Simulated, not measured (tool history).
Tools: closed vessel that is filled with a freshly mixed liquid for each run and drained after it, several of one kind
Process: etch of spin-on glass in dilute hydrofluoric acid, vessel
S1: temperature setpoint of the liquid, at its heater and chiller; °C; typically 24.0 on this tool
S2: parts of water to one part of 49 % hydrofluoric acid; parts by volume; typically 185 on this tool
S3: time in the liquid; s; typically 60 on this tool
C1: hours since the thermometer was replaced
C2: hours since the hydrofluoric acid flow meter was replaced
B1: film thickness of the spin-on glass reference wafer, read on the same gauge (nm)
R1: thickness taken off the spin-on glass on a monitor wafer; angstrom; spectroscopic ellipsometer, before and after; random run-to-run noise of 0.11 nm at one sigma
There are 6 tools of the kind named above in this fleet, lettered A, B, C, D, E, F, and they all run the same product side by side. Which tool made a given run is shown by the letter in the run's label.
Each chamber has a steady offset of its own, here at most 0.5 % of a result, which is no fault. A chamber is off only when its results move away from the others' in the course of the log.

{"run": "1B", "hour": 4.8, "S1": 24.0, "S2": 185, "S3": 60, "C1": 646.8, "C2": 171.7, "B1": 149.96, "R1": 168.57}
{"run": "2A", "hour": 8.8, "S1": 24.0, "S2": 185, "S3": 60, "C1": 83.0, "C2": 839.2, "B1": 150.02, "R1": 169.68}
{"run": "3C", "hour": 15.3, "S1": 24.0, "S2": 185, "S3": 60, "C1": 2125.4, "C2": 1479.1, "B1": 149.95, "R1": 169.84}
{"run": "4E", "hour": 19.0, "S1": 24.0, "S2": 185, "S3": 60, "C1": 260.2, "C2": 386.7, "B1": 150.01, "R1": 170.79}
{"run": "5D", "hour": 25.4, "S1": 24.0, "S2": 185, "S3": 60, "C1": 1605.6, "C2": 51.3, "B1": 150.02, "R1": 166.19}
{"run": "6F", "hour": 31.1, "S1": 24.0, "S2": 185, "S3": 60, "C1": 883.0, "C2": 48.5, "B1": 150.01, "R1": 168.24}
{"run": "7A", "hour": 34.2, "S1": 24.0, "S2": 185, "S3": 60, "C1": 108.4, "C2": 864.6, "B1": 149.97, "R1": 167.17}
{"run": "8B", "hour": 38.0, "S1": 24.0, "S2": 185, "S3": 60, "C1": 680.0, "C2": 204.9, "B1": 150.0, "R1": 167.86}
{"run": "9D", "hour": 43.2, "S1": 24.0, "S2": 185, "S3": 60, "C1": 1623.4, "C2": 69.1, "B1": 149.93, "R1": 168.56}
{"run": "10C", "hour": 46.5, "S1": 24.0, "S2": 185, "S3": 40, "C1": 2156.6, "C2": 1510.3, "B1": 150.0, "R1": 112.43}
{"run": "11E", "hour": 50.9, "S1": 24.0, "S2": 185, "S3": 40, "C1": 292.1, "C2": 418.6, "B1": 149.99, "R1": 112.13}
{"run": "12F", "hour": 55.1, "S1": 24.0, "S2": 185, "S3": 40, "C1": 907.0, "C2": 72.5, "B1": 149.95, "R1": 112.98}
{"run": "13D", "hour": 58.4, "S1": 24.0, "S2": 185, "S3": 40, "C1": 1638.6, "C2": 84.3, "B1": 150.02, "R1": 112.71}
{"run": "14B", "hour": 64.0, "S1": 24.0, "S2": 185, "S3": 40, "C1": 706.0, "C2": 230.9, "B1": 150.0, "R1": 111.77}
{"run": "15E", "hour": 68.9, "S1": 24.0, "S2": 185, "S3": 40, "C1": 310.1, "C2": 436.6, "B1": 149.98, "R1": 111.95}
{"run": "16F", "hour": 72.2, "S1": 24.0, "S2": 185, "S3": 60, "C1": 924.1, "C2": 89.6, "B1": 150.01, "R1": 171.53}
{"run": "17A", "hour": 75.8, "S1": 24.0, "S2": 185, "S3": 60, "C1": 150.0, "C2": 906.2, "B1": 149.97, "R1": 164.98}
{"run": "18C", "hour": 79.6, "S1": 24.0, "S2": 185, "S3": 60, "C1": 2189.7, "C2": 1543.4, "B1": 150.01, "R1": 167.21}
{"run": "19C", "hour": 85.2, "S1": 24.0, "S2": 185, "S3": 60, "C1": 2195.3, "C2": 1549.0, "B1": 149.97, "R1": 167.67}
{"run": "20A", "hour": 91.2, "S1": 24.0, "S2": 185, "S3": 60, "C1": 165.4, "C2": 921.6, "B1": 150.04, "R1": 162.1}
{"run": "21B", "hour": 95.4, "S1": 24.0, "S2": 185, "S3": 60, "C1": 737.4, "C2": 262.3, "B1": 150.03, "R1": 167.85}
{"run": "22F", "hour": 98.5, "S1": 24.0, "S2": 185, "S3": 60, "C1": 950.4, "C2": 115.9, "B1": 150.0, "R1": 169.23}
{"run": "23E", "hour": 102.1, "S1": 24.0, "S2": 185, "S3": 60, "C1": 343.3, "C2": 469.8, "B1": 150.01, "R1": 169.43}
{"run": "24D", "hour": 106.1, "S1": 24.0, "S2": 185, "S3": 75, "C1": 1686.3, "C2": 132.0, "B1": 150.0, "R1": 211.64}
{"run": "25F", "hour": 111.7, "S1": 24.0, "S2": 185, "S3": 75, "C1": 963.6, "C2": 129.1, "B1": 149.93, "R1": 212.23}
{"run": "26B", "hour": 116.4, "S1": 24.0, "S2": 185, "S3": 75, "C1": 758.4, "C2": 283.3, "B1": 150.02, "R1": 209.62}
{"run": "27C", "hour": 121.3, "S1": 24.0, "S2": 185, "S3": 75, "C1": 2231.4, "C2": 1585.1, "B1": 149.99, "R1": 211.83}
{"run": "28E", "hour": 124.7, "S1": 24.0, "S2": 185, "S3": 75, "C1": 365.9, "C2": 492.4, "B1": 150.01, "R1": 208.14}
{"run": "29D", "hour": 128.2, "S1": 24.0, "S2": 185, "S3": 75, "C1": 1708.4, "C2": 154.1, "B1": 149.99, "R1": 210.56}
{"run": "30A", "hour": 134.8, "S1": 20.5, "S2": 115, "S3": 60, "C1": 209.0, "C2": 965.2, "B1": 150.01, "R1": 238.64}
{"run": "31A", "hour": 139.6, "S1": 20.5, "S2": 115, "S3": 60, "C1": 213.8, "C2": 970.0, "B1": 150.01, "R1": 240.78}
{"run": "32C", "hour": 145.0, "S1": 20.5, "S2": 115, "S3": 60, "C1": 2255.1, "C2": 1608.8, "B1": 149.99, "R1": 255.9}
{"run": "33D", "hour": 149.2, "S1": 20.5, "S2": 115, "S3": 60, "C1": 1729.4, "C2": 175.1, "B1": 150.01, "R1": 257.84}
{"run": "34E", "hour": 152.2, "S1": 20.5, "S2": 115, "S3": 60, "C1": 393.4, "C2": 519.9, "B1": 149.99, "R1": 254.09}
{"run": "35B", "hour": 156.0, "S1": 20.5, "S2": 115, "S3": 60, "C1": 798.0, "C2": 322.9, "B1": 150.02, "R1": 256.16}
{"run": "36F", "hour": 161.0, "S1": 24.0, "S2": 185, "S3": 60, "C1": 1012.9, "C2": 178.4, "B1": 150.04, "R1": 168.62}

Read the log: is a single chamber off, either drifting away or since a service, is the gauge that measures every chamber drifting, or is nothing wrong beyond small per-chamber offsets? Name any odd chamber and what most likely caused it.

Little by little, chamber A moves away from the other chambers.
Most likely cause: hydrofluoric acid flow below the setpoint (%) = 6.49.
The log may not separate it from: liquid colder than its thermometer reads (K).

Here are 4 candidates for chamber A's next run, each the usual settings with a change, their results left as question marks. Which one brings its results back in line with what the others give on the usual settings?
Allowed miss from the other chambers' usual-settings mean, per result, to count as in line: R1 3.80 angstrom
{"run": "37A-1", "hour": 165.9, "S1": 24.0, "S2": 185, "S3": 65, "R1": "?"}
{"run": "37A-2", "hour": 165.9, "S1": 24.0, "S2": 190, "S3": 55, "R1": "?"}
{"run": "37A-3", "hour": 165.9, "S1": 27.5, "S2": 185, "S3": 60, "R1": "?"}
{"run": "37A-4", "hour": 165.9, "S1": 22.0, "S2": 185, "S3": 60, "R1": "?"}

Average result of the remaining chambers running the usual settings: R1 168.42 angstrom
run=37A-1 R1=169.10
run=37A-2 R1=138.53
run=37A-3 R1=177.51
run=37A-4 R1=144.72
The right change is 37A-1: it brings the chamber back within the allowed miss of the others.
